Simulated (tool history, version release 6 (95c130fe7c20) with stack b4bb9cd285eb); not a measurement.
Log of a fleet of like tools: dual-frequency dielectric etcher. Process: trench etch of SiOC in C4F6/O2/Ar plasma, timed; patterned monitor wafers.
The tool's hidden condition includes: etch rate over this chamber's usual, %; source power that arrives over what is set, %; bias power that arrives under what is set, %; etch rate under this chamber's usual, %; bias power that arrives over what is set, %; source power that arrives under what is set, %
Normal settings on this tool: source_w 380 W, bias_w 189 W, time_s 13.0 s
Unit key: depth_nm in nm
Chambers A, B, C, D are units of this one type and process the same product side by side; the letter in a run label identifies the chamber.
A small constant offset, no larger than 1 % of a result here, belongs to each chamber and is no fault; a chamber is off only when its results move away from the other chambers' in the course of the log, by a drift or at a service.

run   hour  source_w  bias_w  time_s  hours since the last wet clean  hours since the last source power generator calibration  hours since the last bias power generator calibration  read-back reference wafer on the same gauge, depth_nm  depth_nm
 1C    3.0       380     189    13.0                           461.7                                                   3404.8                                                 1130.2                                                 31.870    26.930
 2B    6.8       380     189    13.0                           265.2                                                   2073.5                                                 1047.4                                                 31.884    26.941
 3A   10.8       380     189    13.0                           286.7                                                   1560.3                                                 2834.4                                                 31.903    26.456
 4D   15.0       380     189    13.0                           514.1                                                   2335.9                                                 3776.3                                                 31.900    26.805
 5D   18.7       380     189    13.0                           517.8                                                   2339.6                                                 3780.0                                                 31.877    26.821
 6A   22.8       380     189    13.0                           298.7                                                   1572.3                                                 2846.4                                                 31.919    26.608
 7B   27.8       380     189    13.0                           286.2                                                   2094.5                                                 1068.4                                                 31.869    27.061
 8C   30.3       380     189    13.0                           489.0                                                   3432.1                                                 1157.5                                                 31.904    27.046
 9C   35.3       380     189    13.0                           494.0                                                   3437.1                                                 1162.5                                                 31.915    26.842
10B   40.6       380     189    13.0                           299.0                                                   2107.3                                                 1081.2                                                 31.921    26.947
11D   44.6       380     189    13.0                           543.7                                                   2365.5                                                 3805.9                                                 31.863    26.918
12A   49.3       380     189    13.0                           325.2                                                   1598.8                                                 2872.9                                                 31.897    26.453
13C   53.2       380     189    13.0                           511.9                                                   3455.0                                                 1180.4                                                 31.922    27.316
14A   58.5       380     189    13.0                           334.4                                                   1608.0                                                 2882.1                                                 31.893    26.600
15D   61.4       380     216    13.0                           560.5                                                   2382.3                                                 3822.7                                                 31.907    27.985
16B   64.2       380     216    13.0                           322.6                                                   2130.9                                                 1104.8                                                 31.903    28.082
      68.5  -- chamber D: wet clean of the chamber
17A   69.1       380     216    13.0                           345.0                                                   1618.6                                                 2892.7                                                 31.893    27.578
18B   72.0       380     216    13.0                           330.4                                                   2138.7                                                 1112.6                                                 31.919    28.062
19D   74.8       380     189    13.0                             6.3                                                   2395.7                                                 3836.1                                                 31.902    26.890
20C   78.4       380     189    13.0                           537.1                                                   3480.2                                                 1205.6                                                 31.881    27.167
21A   81.2       380     189    13.0                           357.1                                                   1630.7                                                 2904.8                                                 31.919    26.428
22C   83.8       380     189    13.0                           542.5                                                   3485.6                                                 1211.0                                                 31.915    27.226
23D   88.2       380     189    13.0                            19.7                                                   2409.1                                                 3849.5                                                 31.892    26.750
24B   91.6       380     189    13.0                           350.0                                                   2158.3                                                 1132.2                                                 31.911    26.936
25D   94.2       380     189    13.0                            25.7                                                   2415.1                                                 3855.5                                                 31.896    26.676
26A   96.9       380     189    13.0                           372.8                                                   1646.4                                                 2920.5                                                 31.906    26.689
27C   99.4       380     167    13.0                           558.1                                                   3501.2                                                 1226.6                                                 31.927    26.148
28B  104.1       380     167    13.0                           362.5                                                   2170.8                                                 1144.7                                                 31.883    26.023
29A  107.1       380     167    13.0                           383.0                                                   1656.6                                                 2930.7                                                 31.896    25.390
30D  110.2       380     167    13.0                            41.7                                                   2431.1                                                 3871.5                                                 31.961    26.060
31C  115.0       380     205     9.0                           573.7                                                   3516.8                                                 1242.2                                                 31.913    19.251
32B  119.4       380     205     9.0                           377.8                                                   2186.1                                                 1160.0                                                 31.885    18.990
     120.2  -- chamber C: source power generator calibrated
33A  122.6       380     205     9.0                           398.5                                                   1672.1                                                 2946.2                                                 31.889    18.934
34D  125.4       380     205     9.0                            56.9                                                   2446.3                                                 3886.7                                                 31.899    19.014
35C  129.2       380     189    13.0                           587.9                                                      9.0                                                 1256.4                                                 31.910    27.137
36B  132.0       380     189    13.0                           390.4                                                   2198.7                                                 1172.6                                                 31.906    26.751

Predict what each chamber gives when all 4 of them run the settings below next.
37A  135.9       380     189     9.5                                                                                                                                                                                                                ?
37B  135.9       380     189     9.5                                                                                                                                                                                                                ?
37C  135.9       380     189     9.5                                                                                                                                                                                                                ?
37D  135.9       380     189     9.5                                                                                                                                                                                                                ?

run  depth_nm
37A    19.391
37B    19.525
37C    19.727
37D    19.704
